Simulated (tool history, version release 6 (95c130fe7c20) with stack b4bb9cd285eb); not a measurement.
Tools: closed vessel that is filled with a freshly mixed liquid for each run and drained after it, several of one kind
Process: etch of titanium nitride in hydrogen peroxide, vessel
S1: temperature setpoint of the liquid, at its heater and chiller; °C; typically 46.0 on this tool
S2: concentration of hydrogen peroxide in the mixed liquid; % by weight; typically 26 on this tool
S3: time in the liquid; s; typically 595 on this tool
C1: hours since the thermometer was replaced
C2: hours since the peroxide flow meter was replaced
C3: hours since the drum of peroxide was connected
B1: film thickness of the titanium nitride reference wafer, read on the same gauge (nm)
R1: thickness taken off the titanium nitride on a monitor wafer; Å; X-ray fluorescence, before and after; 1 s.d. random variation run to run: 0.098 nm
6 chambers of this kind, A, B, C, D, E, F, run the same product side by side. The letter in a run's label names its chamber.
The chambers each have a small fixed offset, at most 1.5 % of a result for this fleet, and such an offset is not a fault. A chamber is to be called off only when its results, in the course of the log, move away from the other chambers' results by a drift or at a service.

run 1F hour=5.9 | S1=46.0 S2=26 S3=595 | C1=1500.2 C2=1337.4 C3=479.3 | B1=59.972 | R1=274.71
run 2E hour=17.7 | S1=46.0 S2=26 S3=595 | C1=237.8 C2=1915.3 C3=35.2 | B1=60.005 | R1=277.10
run 3B hour=25.6 | S1=46.0 S2=26 S3=595 | C1=2090.1 C2=1395.9 C3=1359.6 | B1=59.987 | R1=276.55
-- hour=29.7 chamber B: new drum of peroxide connected
run 4D hour=32.3 | S1=46.0 S2=26 S3=595 | C1=385.2 C2=1166.1 C3=952.9 | B1=60.014 | R1=272.96
run 5C hour=45.2 | S1=46.0 S2=26 S3=595 | C1=487.8 C2=2124.2 C3=343.6 | B1=60.045 | R1=278.81
run 6A hour=56.6 | S1=46.0 S2=26 S3=595 | C1=434.7 C2=542.5 C3=387.6 | B1=60.000 | R1=274.10
run 7C hour=63.9 | S1=51.5 S2=26 S3=415 | C1=506.5 C2=2142.9 C3=362.3 | B1=59.992 | R1=288.94
run 8E hour=73.0 | S1=51.5 S2=26 S3=415 | C1=293.1 C2=1970.6 C3=90.5 | B1=60.051 | R1=289.12
-- hour=80.0 chamber F: new drum of peroxide connected
run 9F hour=80.4 | S1=51.5 S2=26 S3=415 | C1=1574.7 C2=1411.9 C3=0.4 | B1=59.973 | R1=289.06
-- hour=87.8 chamber B: peroxide flow meter replaced
run 10A hour=89.6 | S1=51.5 S2=26 S3=415 | C1=467.7 C2=575.5 C3=420.6 | B1=60.001 | R1=285.87
run 11D hour=98.3 | S1=51.5 S2=26 S3=415 | C1=451.2 C2=1232.1 C3=1018.9 | B1=60.010 | R1=285.61
run 12B hour=107.2 | S1=51.5 S2=26 S3=415 | C1=2171.7 C2=19.5 C3=77.5 | B1=60.029 | R1=289.39
run 13B hour=114.4 | S1=46.0 S2=26 S3=595 | C1=2178.9 C2=26.7 C3=84.7 | B1=59.987 | R1=275.60
run 14E hour=124.4 | S1=46.0 S2=26 S3=595 | C1=344.5 C2=2022.0 C3=141.9 | B1=59.981 | R1=277.11
run 15D hour=133.0 | S1=46.0 S2=26 S3=895 | C1=485.9 C2=1266.8 C3=1053.6 | B1=60.006 | R1=409.30
run 16A hour=145.9 | S1=46.0 S2=26 S3=895 | C1=524.0 C2=631.8 C3=476.9 | B1=59.967 | R1=413.35
run 17F hour=154.8 | S1=46.0 S2=26 S3=895 | C1=1649.1 C2=1486.3 C3=74.8 | B1=59.978 | R1=411.55
run 18C hour=162.7 | S1=46.0 S2=26 S3=895 | C1=605.3 C2=2241.7 C3=461.1 | B1=59.953 | R1=417.07
run 19F hour=171.3 | S1=46.0 S2=26 S3=895 | C1=1665.6 C2=1502.8 C3=91.3 | B1=60.011 | R1=411.21
run 20C hour=178.7 | S1=46.0 S2=26 S3=895 | C1=621.3 C2=2257.7 C3=477.1 | B1=60.000 | R1=417.01
run 21E hour=185.7 | S1=46.0 S2=26 S3=595 | C1=405.8 C2=2083.3 C3=203.2 | B1=60.028 | R1=280.41
run 22A hour=192.4 | S1=46.0 S2=26 S3=595 | C1=570.5 C2=678.3 C3=523.4 | B1=59.974 | R1=273.70
run 23B hour=202.6 | S1=46.0 S2=26 S3=595 | C1=2267.1 C2=114.9 C3=172.9 | B1=59.992 | R1=275.48
run 24D hour=211.9 | S1=46.0 S2=26 S3=595 | C1=564.8 C2=1345.7 C3=1132.5 | B1=60.004 | R1=271.88
run 25F hour=221.2 | S1=46.0 S2=26 S3=595 | C1=1715.5 C2=1552.7 C3=141.2 | B1=59.966 | R1=274.63
run 26C hour=232.3 | S1=46.0 S2=26 S3=595 | C1=674.9 C2=2311.3 C3=530.7 | B1=60.005 | R1=277.14
run 27B hour=242.7 | S1=46.0 S2=26 S3=595 | C1=2307.2 C2=155.0 C3=213.0 | B1=59.998 | R1=276.00
run 28A hour=250.1 | S1=46.0 S2=26 S3=595 | C1=628.2 C2=736.0 C3=581.1 | B1=59.964 | R1=273.40
run 29E hour=260.6 | S1=46.0 S2=26 S3=595 | C1=480.7 C2=2158.2 C3=278.1 | B1=59.994 | R1=276.91
-- hour=268.1 chamber A: new drum of peroxide connected
run 30D hour=268.6 | S1=46.0 S2=30 S3=595 | C1=621.5 C2=1402.4 C3=1189.2 | B1=59.968 | R1=281.05
run 31A hour=277.0 | S1=46.0 S2=30 S3=595 | C1=655.1 C2=762.9 C3=9.0 | B1=60.002 | R1=282.38
run 32D hour=288.7 | S1=46.0 S2=30 S3=595 | C1=641.6 C2=1422.5 C3=1209.3 | B1=60.003 | R1=281.04
run 33F hour=294.6 | S1=46.0 S2=30 S3=595 | C1=1788.9 C2=1626.1 C3=214.6 | B1=60.008 | R1=282.76
run 34E hour=303.9 | S1=46.0 S2=30 S3=595 | C1=524.0 C2=2201.5 C3=321.4 | B1=60.033 | R1=286.68
run 35C hour=311.7 | S1=46.0 S2=30 S3=595 | C1=754.3 C2=2390.7 C3=610.1 | B1=60.014 | R1=284.42
run 36B hour=324.6 | S1=46.0 S2=26 S3=595 | C1=2389.1 C2=236.9 C3=294.9 | B1=60.040 | R1=276.11
run 37E hour=331.3 | S1=46.0 S2=26 S3=595 | C1=551.4 C2=2228.9 C3=348.8 | B1=60.017 | R1=277.76
run 38A hour=339.7 | S1=46.0 S2=26 S3=595 | C1=717.8 C2=825.6 C3=71.7 | B1=60.013 | R1=273.81
run 39F hour=346.1 | S1=46.0 S2=26 S3=595 | C1=1840.4 C2=1677.6 C3=266.1 | B1=59.964 | R1=273.13
run 40C hour=354.4 | S1=46.0 S2=26 S3=595 | C1=797.0 C2=2433.4 C3=652.8 | B1=60.022 | R1=278.03
run 41B hour=364.4 | S1=46.0 S2=30 S3=595 | C1=2428.9 C2=276.7 C3=334.7 | B1=59.995 | R1=285.99

Each of the 6 chambers runs these same settings next. Fill in every chamber's results:
run 42A hour=373.6 | S1=46.0 S2=26 S3=595 | R1=?
run 42B hour=373.6 | S1=46.0 S2=26 S3=595 | R1=?
run 42C hour=373.6 | S1=46.0 S2=26 S3=595 | R1=?
run 42D hour=373.6 | S1=46.0 S2=26 S3=595 | R1=?
run 42E hour=373.6 | S1=46.0 S2=26 S3=595 | R1=?
run 42F hour=373.6 | S1=46.0 S2=26 S3=595 | R1=?

run=42A R1=273.67
run=42B R1=277.13
run=42C R1=277.98
run=42D R1=272.66
run=42E R1=277.43
run=42F R1=275.72
